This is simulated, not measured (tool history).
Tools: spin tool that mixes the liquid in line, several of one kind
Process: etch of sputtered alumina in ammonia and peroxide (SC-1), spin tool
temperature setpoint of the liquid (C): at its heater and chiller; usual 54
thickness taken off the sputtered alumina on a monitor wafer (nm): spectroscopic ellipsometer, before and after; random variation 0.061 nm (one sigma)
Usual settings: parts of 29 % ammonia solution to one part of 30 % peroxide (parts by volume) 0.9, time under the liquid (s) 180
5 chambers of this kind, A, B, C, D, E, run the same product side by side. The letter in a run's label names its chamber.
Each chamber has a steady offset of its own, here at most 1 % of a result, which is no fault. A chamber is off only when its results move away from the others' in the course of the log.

run,hour,temperature setpoint of the liquid (C),parts of 29 % ammonia solution to one part of 30 % peroxide (parts by volume),time under the liquid (s),hours since the thermometer was replaced,hours since the ammonia flow meter was replaced,hours since the heated supply line was repaired,hours since the drum of ammonia solution was connected,"read-back film thickness of the sputtered alumina reference wafer, read on the same gauge (nm)",thickness taken off the sputtered alumina on a monitor wafer (nm)
1B,6.4,54,0.9,180,396.5,1070.6,859.8,10.2,39.996,7.4573
2C,11.2,54,0.9,180,1174.3,1219.5,101.8,90.6,39.998,7.6182
3D,18.1,54,0.9,180,516.2,1476.3,338.2,583,40.026,7.5361
4A,25.6,54,0.9,180,549.1,384.9,1734.3,609.4,40.023,7.5161
5E,31.1,54,0.9,180,222.9,316.1,1099.4,727.7,39.988,7.4807
6E,40.6,54,0.9,180,232.4,325.6,1108.9,737.2,40.022,7.5467
7D,47.9,54,0.9,180,546,1506.1,368,612.8,40.012,7.5261
8B,56.2,63.5,0.9,180,446.3,1120.4,909.6,60,40.006,12.263
9A,63.8,63.5,0.9,180,587.3,423.1,1772.5,647.6,39.999,12.31
10C,70.2,63.5,0.9,180,1233.3,1278.5,160.8,149.6,40.009,12.273
11C,75,63.5,0.9,180,1238.1,1283.3,165.6,154.4,39.986,12.394
12B,81.1,63.5,0.9,180,471.2,1145.3,934.5,84.9,40.011,12.092
13A,87.8,54,0.9,180,611.3,447.1,1796.5,671.6,40,7.3818
14D,92.2,54,0.9,180,590.3,1550.4,412.3,657.1,39.991,7.4976
15E,98.6,47.5,1.2,180,290.4,383.6,1166.9,795.2,40.016,5.3775
# hour 101.9: chamber B: ammonia flow meter replaced
16A,107.6,47.5,1.2,180,631.1,466.9,1816.3,691.4,40.019,5.3933
17E,112.1,47.5,1.2,180,303.9,397.1,1180.4,808.7,40.002,5.4077
18D,116.7,47.5,1.2,180,614.8,1574.9,436.8,681.6,40.006,5.3813
19B,122.2,47.5,1.2,180,512.3,20.4,975.6,126,39.969,5.251
# hour 124: chamber A: heated supply line repaired
20C,127.3,54,0.9,180,1290.4,1335.6,217.9,206.7,39.99,7.5033
21A,134.5,54,0.9,180,658,493.8,10.5,718.3,40.04,7.508
22C,139.8,54,0.9,245,1302.9,1348.1,230.4,219.2,39.999,10.189
23E,146.8,54,0.9,245,338.6,431.8,1215.1,843.4,39.976,10.262
24B,152.4,54,0.9,245,542.5,50.6,1005.8,156.2,40.009,9.7042
25D,158.4,54,0.9,245,656.5,1616.6,478.5,723.3,40.001,10.313
26C,166.7,54,0.9,245,1329.8,1375,257.3,246.1,39.993,10.253
27E,171,54,0.9,180,362.8,456,1239.3,867.6,40.01,7.5862
28A,180.5,54,0.9,180,704,539.8,56.5,764.3,39.98,7.5904
29D,185.7,54,0.9,180,683.8,1643.9,505.8,750.6,39.993,7.5826
30B,192,54,0.9,180,582.1,90.2,1045.4,195.8,40.011,7.0203
31A,196.6,54,0.9,180,720.1,555.9,72.6,780.4,40.031,7.426
32C,205.2,60.5,0.9,240,1368.3,1413.5,295.8,284.6,40.014,14.237
33B,212,60.5,0.9,240,602.1,110.2,1065.4,215.8,40.016,13.048
34D,217.7,60.5,0.9,240,715.8,1675.9,537.8,782.6,40.023,14.107
35E,224.3,60.5,0.9,240,416.1,509.3,1292.6,920.9,39.981,14.04
36A,229.4,60.5,0.9,240,752.9,588.7,105.4,813.2,39.989,13.988
37C,236.1,54,0.9,180,1399.2,1444.4,326.7,315.5,40.03,7.5029

Is one chamber off against the others, does the gauge drift, or is nothing wrong? If a chamber is off, say which, and what the likeliest cause is.

Chamber B drifts away from the others.
Cause: liquid colder than its thermometer reads (K) = 1.8.
The log may not tell that from: temperature lost on the way to the wafer (K).

Here are 4 candidates for chamber B's next run, each the usual settings with a change, their results left as question marks. Which one brings its results back in line with what the others give on the usual settings?
In line means no further than this from the other chambers' mean on the usual settings: thickness taken off the sputtered alumina on a monitor wafer (nm) 0.21
38B-1,243.1,54,0.9,215,,,,,,?
38B-2,243.1,54,0.9,200,,,,,,?
38B-3,243.1,52.5,0.9,165,,,,,,?
38B-4,243.1,54,0.9,165,,,,,,?

The other chambers' mean on the usual settings: thickness taken off the sputtered alumina on a monitor wafer (nm) 7.5109
run,thickness taken off the sputtered alumina on a monitor wafer (nm)
38B-1,8.1694
38B-2,7.5994
38B-3,5.781
38B-4,6.2695
38B-2 brings the chamber back in line.
